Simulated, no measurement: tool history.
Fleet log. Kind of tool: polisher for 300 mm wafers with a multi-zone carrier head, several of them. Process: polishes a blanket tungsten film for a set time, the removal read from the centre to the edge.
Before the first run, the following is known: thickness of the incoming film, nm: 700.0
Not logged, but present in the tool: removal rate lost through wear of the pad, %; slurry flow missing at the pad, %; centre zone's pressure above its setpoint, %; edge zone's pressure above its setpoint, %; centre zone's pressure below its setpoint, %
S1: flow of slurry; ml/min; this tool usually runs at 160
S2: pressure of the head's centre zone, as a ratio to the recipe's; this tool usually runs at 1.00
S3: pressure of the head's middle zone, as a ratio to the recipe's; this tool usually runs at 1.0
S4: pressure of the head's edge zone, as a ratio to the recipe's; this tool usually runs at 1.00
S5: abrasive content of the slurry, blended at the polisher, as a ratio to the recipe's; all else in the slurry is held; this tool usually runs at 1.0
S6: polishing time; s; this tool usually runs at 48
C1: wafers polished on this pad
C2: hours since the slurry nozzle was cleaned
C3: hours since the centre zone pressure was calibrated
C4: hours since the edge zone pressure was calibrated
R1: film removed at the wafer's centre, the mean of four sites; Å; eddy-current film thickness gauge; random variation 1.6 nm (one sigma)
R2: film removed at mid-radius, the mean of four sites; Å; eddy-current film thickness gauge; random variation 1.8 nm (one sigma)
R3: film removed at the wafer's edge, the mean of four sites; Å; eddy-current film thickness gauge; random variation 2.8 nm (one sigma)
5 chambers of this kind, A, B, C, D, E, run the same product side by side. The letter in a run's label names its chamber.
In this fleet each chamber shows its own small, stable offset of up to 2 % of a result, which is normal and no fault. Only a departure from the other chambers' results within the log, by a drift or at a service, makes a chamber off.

run   hour   S1    S2   S3    S4   S5  S6    C1     C2      C3      C4      R1      R2      R3
       5.3  -- chamber B: worn pad replaced by a new one
 1E    7.7  160  1.00  1.0  1.00  1.0  48   793  231.0  1104.8    30.2  2488.7  2505.7  2475.3
      15.6  -- chamber E: worn pad replaced by a new one
 2D   16.5  160  1.00  1.0  1.00  1.0  48   746  311.0   535.2   172.2  2494.8  2420.1  2438.4
 3A   24.4  160  1.00  1.0  1.00  1.0  48   634  226.6   181.8   139.3  2460.9  2461.2  2496.9
      25.6  -- chamber D: worn pad replaced by a new one
      28.5  -- chamber B: slurry nozzle cleaned
 4B   36.3  160  1.00  1.0  1.00  1.0  48   359    7.9   547.6  1366.5  2460.0  2409.5  2468.1
      43.2  -- chamber C: worn pad replaced by a new one
 5C   43.2  160  1.00  1.0  1.00  1.0  48     0  163.9   664.9   200.1  2494.0  2517.9  2450.1
 6A   56.2  160  1.00  1.0  1.04  1.0  55  1001  258.4   213.6   171.1  2812.6  2789.9  2867.0
 7B   66.7  160  1.00  1.0  1.04  1.0  55   711   38.3   578.0  1396.9  2851.5  2736.2  2829.8
 8C   75.2  160  1.00  1.0  1.04  1.0  55   370  195.9   696.9   232.1  2850.0  2884.9  2921.4
      79.9  -- chamber B: worn pad replaced by a new one
 9D   84.7  160  1.00  1.0  1.04  1.0  55   684  379.2   603.4   240.4  2820.8  2835.6  2819.2
10E   92.3  160  1.00  1.0  1.04  1.0  55   887  315.6  1189.4   114.8  2832.5  2874.6  2868.5
      94.1  -- chamber D: worn pad replaced by a new one
11B  100.4  160  1.00  1.0  1.00  1.0  48   237   72.0   611.7  1430.6  2489.7  2408.4  2482.2
     100.6  -- chamber E: worn pad replaced by a new one
     102.5  -- chamber A: worn pad replaced by a new one
12C  109.3  160  1.00  1.0  1.00  1.0  48   764  230.0   731.0   266.2  2503.4  2554.6  2434.1
     111.0  -- chamber E: centre zone pressure recalibrated
13A  119.7  160  0.92  1.1  1.00  1.0  48   199  321.9   277.1   234.6  2262.8  2667.9  2447.3
14E  127.5  160  0.92  1.1  1.00  1.0  48   311  350.8    16.5   150.0  2290.0  2725.2  2478.2
15D  135.6  160  0.92  1.1  1.00  1.0  48   480  430.1   654.3   291.3  2251.7  2640.0  2494.4
     138.5  -- chamber C: edge zone pressure recalibrated
16E  142.5  160  0.92  1.1  1.00  1.0  48   484  365.8    31.5   165.0  2269.6  2719.9  2406.9
     144.5  -- chamber B: worn pad replaced by a new one
     147.6  -- chamber C: worn pad replaced by a new one
17C  154.0  160  0.92  1.1  1.00  1.0  48    74  274.7   775.7    15.6  2255.4  2739.1  2456.0
     160.0  -- chamber B: edge zone pressure recalibrated
18A  163.4  140  1.00  1.0  1.00  1.0  48   704  365.6   320.8   278.3  2409.5  2400.0  2396.0
     164.7  -- chamber D: worn pad replaced by a new one
19D  175.8  140  1.00  1.0  1.00  1.0  48   128  470.3   694.5   331.5  2398.6  2396.2  2405.3
     178.0  -- chamber E: worn pad replaced by a new one
20B  187.6  140  1.00  1.0  1.00  1.0  48   498  159.2   698.9    27.7  2424.1  2386.0  2398.3
21A  195.4  140  1.00  1.0  1.00  1.0  48  1074  397.6   352.8   310.3  2384.0  2380.9  2420.1
22E  205.9  140  1.00  1.0  1.00  1.0  48   323  429.2    94.9   228.4  2416.2  2430.0  2436.7
23B  215.4  160  1.00  1.0  1.00  1.0  48   820  187.0   726.7    55.5  2457.5  2373.5  2399.4
     217.7  -- chamber E: slurry nozzle cleaned
     225.3  -- chamber B: worn pad replaced by a new one
24D  225.7  160  1.00  1.0  1.00  1.2  41   706  520.2   744.4   381.4  2196.5  2189.3  2181.1
     233.2  -- chamber D: worn pad replaced by a new one
     236.2  -- chamber A: worn pad replaced by a new one
25C  237.7  160  1.00  1.0  1.00  1.2  41  1043  358.4   859.4    99.3  2163.4  2226.2  2208.1
26E  247.3  160  1.00  1.0  1.00  1.2  41   802   29.6   136.3   269.8  2218.4  2200.2  2185.6
     251.0  -- chamber E: worn pad replaced by a new one
27B  255.0  160  1.00  1.0  1.00  1.2  41   344  226.6   766.3    95.1  2213.7  2189.1  2237.4
28A  264.3  160  1.00  1.0  1.00  1.2  41   325  466.5   421.7   379.2  2194.0  2208.7  2242.3
     264.9  -- chamber C: worn pad replaced by a new one
     269.4  -- chamber D: slurry nozzle cleaned
29C  271.3  160  1.00  1.0  1.00  1.0  48    74  392.0   893.0   132.9  2409.4  2497.7  2448.8
30D  282.5  160  1.00  1.0  1.00  1.0  48   570   13.2   801.2   438.2  2438.5  2438.4  2501.3
31C  291.6  160  1.00  1.0  1.00  1.0  48   309  412.3   913.3   153.2  2413.5  2514.4  2469.9
     294.8  -- chamber D: worn pad replaced by a new one
32E  298.6  160  1.00  1.0  1.00  1.0  48   550   80.9   187.6   321.1  2471.1  2496.8  2502.7
     304.2  -- chamber B: worn pad replaced by a new one
33D  306.5  160  1.00  1.0  1.00  1.0  48   135   37.2   825.2   462.2  2494.5  2476.7  2464.3
34A  314.1  160  1.00  1.0  1.00  1.0  48   901  516.3   471.5   429.0  2506.4  2498.7  2502.6
35B  323.3  160  1.00  1.0  1.00  1.0  48   221  294.9   834.6   163.4  2504.3  2430.1  2463.0
36E  335.4  160  1.00  1.0  1.00  1.0  48   976  117.7   224.4   357.9  2513.1  2497.9  2507.0

What goes on in this fleet: one chamber off, a drifting gauge, or nothing beyond the chambers' own small offsets? Name the chamber and the cause, if any.

It is chamber C that slowly wanders off from its peers.
Likeliest cause: centre zone's pressure below its setpoint, % = 3.43.

Chamber C could run next with any of the 4 candidate recipes listed below; each alters the usual settings, and their results appear as question marks. Which one brings its results back in line with what the other chambers deliver on the usual settings?
In line means no further than this from the other chambers' mean on the usual settings: R1 55.0 Å; R2 63.0 Å; R3 99.0 Å
37C-1  344.9  160  1.07  0.94  1.00  1.0  48                   ?   ?   ?
37C-2  344.9  160  1.03  0.97  1.00  1.0  48                   ?   ?   ?
37C-3  344.9  160  0.97  1.03  1.00  1.0  48                   ?   ?   ?
37C-4  344.9  160  0.93  1.06  1.00  1.0  48                   ?   ?   ?

On the usual settings, the other chambers give on average: R1 2477.3 Å; R2 2451.9 Å; R3 2467.9 Å
  run      R1      R2      R3
37C-1  2573.0  2375.2  2487.4
37C-2  2468.7  2446.0  2486.4
37C-3  2312.5  2587.3  2484.2
37C-4  2208.1  2658.2  2483.1
The answer is 37C-2, which returns the chamber to within the allowed miss of the others.
